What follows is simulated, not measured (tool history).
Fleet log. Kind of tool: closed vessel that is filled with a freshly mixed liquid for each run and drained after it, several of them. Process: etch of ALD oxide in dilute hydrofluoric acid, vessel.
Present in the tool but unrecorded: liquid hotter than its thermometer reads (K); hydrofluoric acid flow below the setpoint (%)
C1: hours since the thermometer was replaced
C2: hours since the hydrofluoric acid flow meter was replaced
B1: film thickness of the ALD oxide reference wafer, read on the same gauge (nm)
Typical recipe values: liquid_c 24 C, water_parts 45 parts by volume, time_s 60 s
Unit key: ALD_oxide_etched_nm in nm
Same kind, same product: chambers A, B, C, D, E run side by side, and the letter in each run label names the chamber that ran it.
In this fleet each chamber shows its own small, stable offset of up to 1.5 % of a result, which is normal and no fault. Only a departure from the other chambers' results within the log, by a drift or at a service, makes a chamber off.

{"day": 0.333, "done": "chamber D: hydrofluoric acid flow meter replaced"}
{"run": "1C", "day": 0.342, "liquid_c": 24, "water_parts": 45, "time_s": 60, "C1": 277.6, "C2": 439.3, "B1": 80.067, "ALD_oxide_etched_nm": 46.644}
{"run": "2D", "day": 0.792, "liquid_c": 24, "water_parts": 45, "time_s": 60, "C1": 1179.7, "C2": 11.1, "B1": 79.993, "ALD_oxide_etched_nm": 46.266}
{"run": "3A", "day": 1.183, "liquid_c": 24, "water_parts": 45, "time_s": 60, "C1": 1354.9, "C2": 603.4, "B1": 80.011, "ALD_oxide_etched_nm": 46.041}
{"run": "4E", "day": 1.604, "liquid_c": 24, "water_parts": 45, "time_s": 60, "C1": 871.9, "C2": 626.1, "B1": 80.01, "ALD_oxide_etched_nm": 45.4}
{"run": "5B", "day": 1.908, "liquid_c": 24, "water_parts": 45, "time_s": 60, "C1": 236.1, "C2": 62, "B1": 79.997, "ALD_oxide_etched_nm": 47.119}
{"run": "6C", "day": 2.179, "liquid_c": 24, "water_parts": 45, "time_s": 60, "C1": 321.7, "C2": 483.4, "B1": 80.02, "ALD_oxide_etched_nm": 46.138}
{"run": "7E", "day": 2.533, "liquid_c": 24, "water_parts": 45, "time_s": 60, "C1": 894.2, "C2": 648.4, "B1": 80.01, "ALD_oxide_etched_nm": 46.352}
{"run": "8B", "day": 2.875, "liquid_c": 24, "water_parts": 45, "time_s": 60, "C1": 259.3, "C2": 85.2, "B1": 79.997, "ALD_oxide_etched_nm": 46.396}
{"run": "9D", "day": 3.212, "liquid_c": 24, "water_parts": 45, "time_s": 60, "C1": 1237.8, "C2": 69.2, "B1": 80.02, "ALD_oxide_etched_nm": 46.677}
{"run": "10A", "day": 3.688, "liquid_c": 24, "water_parts": 45, "time_s": 60, "C1": 1415, "C2": 663.5, "B1": 80.025, "ALD_oxide_etched_nm": 45.871}
{"run": "11D", "day": 4.167, "liquid_c": 24, "water_parts": 50, "time_s": 60, "C1": 1260.7, "C2": 92.1, "B1": 80.047, "ALD_oxide_etched_nm": 41.247}
{"day": 4.6, "done": "chamber D: thermometer replaced"}
{"run": "12A", "day": 4.608, "liquid_c": 24, "water_parts": 50, "time_s": 60, "C1": 1437.1, "C2": 685.6, "B1": 80.001, "ALD_oxide_etched_nm": 40.948}
{"run": "13B", "day": 5.108, "liquid_c": 24, "water_parts": 50, "time_s": 60, "C1": 312.9, "C2": 138.8, "B1": 79.993, "ALD_oxide_etched_nm": 41.565}
{"day": 5.217, "done": "chamber A: thermometer replaced"}
{"run": "14E", "day": 5.346, "liquid_c": 24, "water_parts": 50, "time_s": 60, "C1": 961.7, "C2": 715.9, "B1": 80.028, "ALD_oxide_etched_nm": 41.537}
{"run": "15C", "day": 5.662, "liquid_c": 24, "water_parts": 50, "time_s": 60, "C1": 405.3, "C2": 567, "B1": 79.98, "ALD_oxide_etched_nm": 40.789}
{"run": "16A", "day": 6.042, "liquid_c": 24, "water_parts": 45, "time_s": 60, "C1": 19.9, "C2": 720, "B1": 79.931, "ALD_oxide_etched_nm": 45.886}
{"run": "17B", "day": 6.3, "liquid_c": 24, "water_parts": 45, "time_s": 60, "C1": 341.5, "C2": 167.4, "B1": 80.009, "ALD_oxide_etched_nm": 47.021}
{"run": "18E", "day": 6.592, "liquid_c": 24, "water_parts": 45, "time_s": 60, "C1": 991.6, "C2": 745.8, "B1": 79.943, "ALD_oxide_etched_nm": 46.514}
{"run": "19D", "day": 6.933, "liquid_c": 24, "water_parts": 45, "time_s": 60, "C1": 56.1, "C2": 158.5, "B1": 79.979, "ALD_oxide_etched_nm": 47.334}
{"run": "20C", "day": 7.246, "liquid_c": 24, "water_parts": 45, "time_s": 60, "C1": 443.3, "C2": 605, "B1": 80.023, "ALD_oxide_etched_nm": 45.92}
{"run": "21B", "day": 7.592, "liquid_c": 24, "water_parts": 45, "time_s": 60, "C1": 372.5, "C2": 198.4, "B1": 80.022, "ALD_oxide_etched_nm": 46.64}
{"run": "22D", "day": 8.042, "liquid_c": 24, "water_parts": 45, "time_s": 60, "C1": 82.7, "C2": 185.1, "B1": 79.922, "ALD_oxide_etched_nm": 46.696}
{"run": "23C", "day": 8.525, "liquid_c": 24, "water_parts": 45, "time_s": 60, "C1": 474, "C2": 635.7, "B1": 79.977, "ALD_oxide_etched_nm": 46.08}
{"run": "24E", "day": 8.967, "liquid_c": 24, "water_parts": 35, "time_s": 70, "C1": 1048.6, "C2": 802.8, "B1": 80.018, "ALD_oxide_etched_nm": 71.165}
{"run": "25A", "day": 9.242, "liquid_c": 24, "water_parts": 35, "time_s": 70, "C1": 96.7, "C2": 796.8, "B1": 79.983, "ALD_oxide_etched_nm": 69.89}
{"run": "26B", "day": 9.525, "liquid_c": 24, "water_parts": 35, "time_s": 70, "C1": 418.9, "C2": 244.8, "B1": 79.987, "ALD_oxide_etched_nm": 71.497}
{"run": "27E", "day": 9.833, "liquid_c": 24, "water_parts": 35, "time_s": 70, "C1": 1069.4, "C2": 823.6, "B1": 80.025, "ALD_oxide_etched_nm": 69.726}
{"run": "28A", "day": 10.25, "liquid_c": 24, "water_parts": 35, "time_s": 70, "C1": 120.9, "C2": 821, "B1": 79.976, "ALD_oxide_etched_nm": 69.539}
{"run": "29C", "day": 10.567, "liquid_c": 24, "water_parts": 45, "time_s": 60, "C1": 523, "C2": 684.7, "B1": 80.023, "ALD_oxide_etched_nm": 44.354}
{"run": "30D", "day": 11.046, "liquid_c": 24, "water_parts": 45, "time_s": 60, "C1": 154.8, "C2": 257.2, "B1": 80.018, "ALD_oxide_etched_nm": 46.462}
{"run": "31A", "day": 11.292, "liquid_c": 24, "water_parts": 45, "time_s": 60, "C1": 145.9, "C2": 846, "B1": 79.992, "ALD_oxide_etched_nm": 46.324}
{"run": "32B", "day": 11.558, "liquid_c": 21, "water_parts": 45, "time_s": 60, "C1": 467.7, "C2": 293.6, "B1": 79.946, "ALD_oxide_etched_nm": 41.19}
{"run": "33C", "day": 11.983, "liquid_c": 21, "water_parts": 45, "time_s": 60, "C1": 557, "C2": 718.7, "B1": 79.949, "ALD_oxide_etched_nm": 38.861}
{"run": "34D", "day": 12.442, "liquid_c": 21, "water_parts": 45, "time_s": 60, "C1": 188.3, "C2": 290.7, "B1": 79.991, "ALD_oxide_etched_nm": 40.707}
{"run": "35E", "day": 12.717, "liquid_c": 21, "water_parts": 45, "time_s": 60, "C1": 1138.6, "C2": 892.8, "B1": 80.011, "ALD_oxide_etched_nm": 40.965}
{"run": "36C", "day": 13.108, "liquid_c": 21, "water_parts": 45, "time_s": 60, "C1": 584, "C2": 745.7, "B1": 79.975, "ALD_oxide_etched_nm": 38.796}
{"run": "37E", "day": 13.429, "liquid_c": 27.5, "water_parts": 45, "time_s": 30, "C1": 1155.7, "C2": 909.9, "B1": 80.052, "ALD_oxide_etched_nm": 26.609}
{"run": "38A", "day": 13.929, "liquid_c": 27.5, "water_parts": 45, "time_s": 30, "C1": 209.2, "C2": 909.3, "B1": 80.01, "ALD_oxide_etched_nm": 26.398}

Next, all 5 chambers run the settings below, one line each with question marks for the results. What does each chamber give?
{"run": "39A", "day": 14.317, "liquid_c": 24, "water_parts": 45, "time_s": 60, "ALD_oxide_etched_nm": "?"}
{"run": "39B", "day": 14.317, "liquid_c": 24, "water_parts": 45, "time_s": 60, "ALD_oxide_etched_nm": "?"}
{"run": "39C", "day": 14.317, "liquid_c": 24, "water_parts": 45, "time_s": 60, "ALD_oxide_etched_nm": "?"}
{"run": "39D", "day": 14.317, "liquid_c": 24, "water_parts": 45, "time_s": 60, "ALD_oxide_etched_nm": "?"}
{"run": "39E", "day": 14.317, "liquid_c": 24, "water_parts": 45, "time_s": 60, "ALD_oxide_etched_nm": "?"}

run=39A ALD_oxide_etched_nm=46.367
run=39B ALD_oxide_etched_nm=46.923
run=39C ALD_oxide_etched_nm=42.407
run=39D ALD_oxide_etched_nm=47.208
run=39E ALD_oxide_etched_nm=46.378

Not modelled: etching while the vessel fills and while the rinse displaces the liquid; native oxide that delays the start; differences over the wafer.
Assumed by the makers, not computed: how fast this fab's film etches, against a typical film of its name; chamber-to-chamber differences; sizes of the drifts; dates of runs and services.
